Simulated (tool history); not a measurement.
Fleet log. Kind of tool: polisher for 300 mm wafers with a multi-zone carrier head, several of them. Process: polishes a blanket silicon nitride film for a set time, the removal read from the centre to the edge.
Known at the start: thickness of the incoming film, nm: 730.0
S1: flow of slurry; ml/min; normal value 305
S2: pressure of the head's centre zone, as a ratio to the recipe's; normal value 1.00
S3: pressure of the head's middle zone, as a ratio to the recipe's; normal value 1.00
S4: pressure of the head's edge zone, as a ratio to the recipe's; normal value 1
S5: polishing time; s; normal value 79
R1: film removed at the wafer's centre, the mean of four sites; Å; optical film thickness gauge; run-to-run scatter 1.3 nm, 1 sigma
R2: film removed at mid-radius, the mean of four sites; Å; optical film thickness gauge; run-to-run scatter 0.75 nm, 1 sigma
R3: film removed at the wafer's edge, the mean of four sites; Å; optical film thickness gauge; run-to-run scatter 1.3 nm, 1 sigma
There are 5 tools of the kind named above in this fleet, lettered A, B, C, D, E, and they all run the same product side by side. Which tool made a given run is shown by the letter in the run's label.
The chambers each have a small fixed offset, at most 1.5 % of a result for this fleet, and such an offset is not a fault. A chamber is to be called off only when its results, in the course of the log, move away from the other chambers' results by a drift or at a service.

run,day,S1,S2,S3,S4,S5,R1,R2,R3
1C,0.308,305,1.00,1.00,1,79,1151.40,1177.60,1176.70
2A,0.838,305,1.00,1.00,1,79,1166.10,1157.80,1193.90
# day 1.388: chamber C: worn pad replaced by a new one
3B,1.425,305,1.00,1.00,1,79,1163.70,1165.10,1154.50
# day 2.025: chamber E: worn pad replaced by a new one
# day 2.042: chamber B: slurry nozzle cleaned
4E,2.100,305,1.00,1.00,1,79,1155.40,1175.60,1170.50
# day 2.117: chamber D: slurry nozzle cleaned
# day 2.296: chamber B: worn pad replaced by a new one
5D,2.471,305,1.00,1.00,1,79,1174.60,1179.80,1211.40
# day 2.512: chamber D: worn pad replaced by a new one
# day 2.754: chamber E: edge zone pressure recalibrated
# day 3.038: chamber E: slurry nozzle cleaned
6C,3.079,305,1.00,1.00,1,79,1146.30,1165.70,1173.00
# day 3.112: chamber A: edge zone pressure recalibrated
7B,3.612,305,1.00,1.00,1,79,1149.90,1181.00,1143.40
8D,4.042,305,1.00,1.06,1,105,1562.30,1656.10,1567.70
9E,4.383,305,1.00,1.06,1,105,1542.90,1629.90,1545.60
10A,4.692,305,1.00,1.06,1,105,1530.20,1621.90,1548.50
# day 5.108: chamber C: worn pad replaced by a new one
11A,5.138,305,1.00,1.06,1,105,1540.10,1617.60,1577.60
# day 5.196: chamber D: worn pad replaced by a new one
# day 5.629: chamber E: worn pad replaced by a new one
12C,5.700,305,1.00,1.06,1,105,1534.40,1642.90,1528.80
# day 5.854: chamber B: worn pad replaced by a new one
13D,6.017,305,1.00,1.00,1,79,1151.30,1175.70,1183.60
# day 6.292: chamber B: centre zone pressure recalibrated
14B,6.338,305,0.94,1.00,1,104,1407.90,1542.60,1519.90
15E,6.779,305,0.94,1.00,1,104,1433.10,1560.10,1550.40
16B,7.179,305,0.94,1.00,1,104,1439.20,1516.30,1514.00
17A,7.746,305,0.94,1.00,1,104,1375.90,1526.70,1530.40
# day 8.017: chamber C: worn pad replaced by a new one
18E,8.162,305,0.94,1.00,1,104,1427.40,1549.50,1501.80
# day 8.396: chamber D: worn pad replaced by a new one
19D,8.746,230,1.00,1.00,1,67,946.09,963.22,974.83
# day 8.967: chamber E: worn pad replaced by a new one
20C,9.267,230,1.00,1.00,1,67,935.65,948.71,981.74
# day 9.412: chamber B: worn pad replaced by a new one
21E,9.783,230,1.00,1.00,1,67,954.69,961.54,969.63
# day 9.883: chamber A: centre zone pressure recalibrated
22A,10.304,230,1.00,1.00,1,67,922.84,934.48,923.25
23C,10.675,230,1.00,1.00,1,67,959.84,969.50,989.41
24B,11.058,305,1.00,1.00,1,79,1167.30,1174.90,1151.70
# day 11.179: chamber D: worn pad replaced by a new one
# day 11.479: chamber A: slurry nozzle cleaned
25D,11.625,305,1.00,1.00,1,79,1136.50,1164.90,1183.20
# day 11.808: chamber C: worn pad replaced by a new one
# day 12.129: chamber E: worn pad replaced by a new one
26A,12.304,305,1.00,1.00,1,79,1091.60,1119.40,1106.30
27B,12.879,305,1.00,1.00,1,79,1148.70,1166.10,1142.50
28E,13.321,305,1.00,1.00,1,79,1169.20,1182.70,1164.00
# day 13.379: chamber C: slurry nozzle cleaned
29C,13.675,305,1.00,1.00,1,79,1164.50,1173.40,1156.30
# day 13.696: chamber D: worn pad replaced by a new one
30D,13.992,385,1.04,1.00,1,79,1261.30,1206.00,1201.20
31A,14.508,385,1.04,1.00,1,79,1138.40,1126.00,1095.60

Is one chamber out of step, is the gauge drifting, or do the chambers differ by no more than their own small offsets? For an off chamber, give its letter and the likeliest cause.

It is chamber A that slowly wanders off from its peers.
Most likely cause: removal rate lost through wear of the pad, % = 7.14.

Chamber A could run next with any of the 4 candidate recipes listed below; each alters the usual settings, and their results appear as question marks. Which one brings its results back in line with what the other chambers deliver on the usual settings?
To be in line, a result may differ from the other chambers' mean on the usual settings by at most: R1 44.00 Å; R2 26.00 Å; R3 44.00 Å
32A-1,15.004,305,1.01,1.00,1,85,?,?,?
32A-2,15.004,300,0.98,1.01,1,68,?,?,?
32A-3,15.004,305,0.99,1.00,1,73,?,?,?
32A-4,15.004,310,1.02,0.99,1,91,?,?,?

The mean the other chambers reach with the usual settings: R1 1159.40 Å; R2 1166.50 Å; R3 1165.80 Å
run,R1,R2,R3
32A-1,1164.10,1170.30,1162.50
32A-2,899.02,943.45,928.77
32A-3,977.73,1005.20,998.41
32A-4,1262.00,1243.40,1246.20
With 32A-1, the chamber falls back in line with the rest.
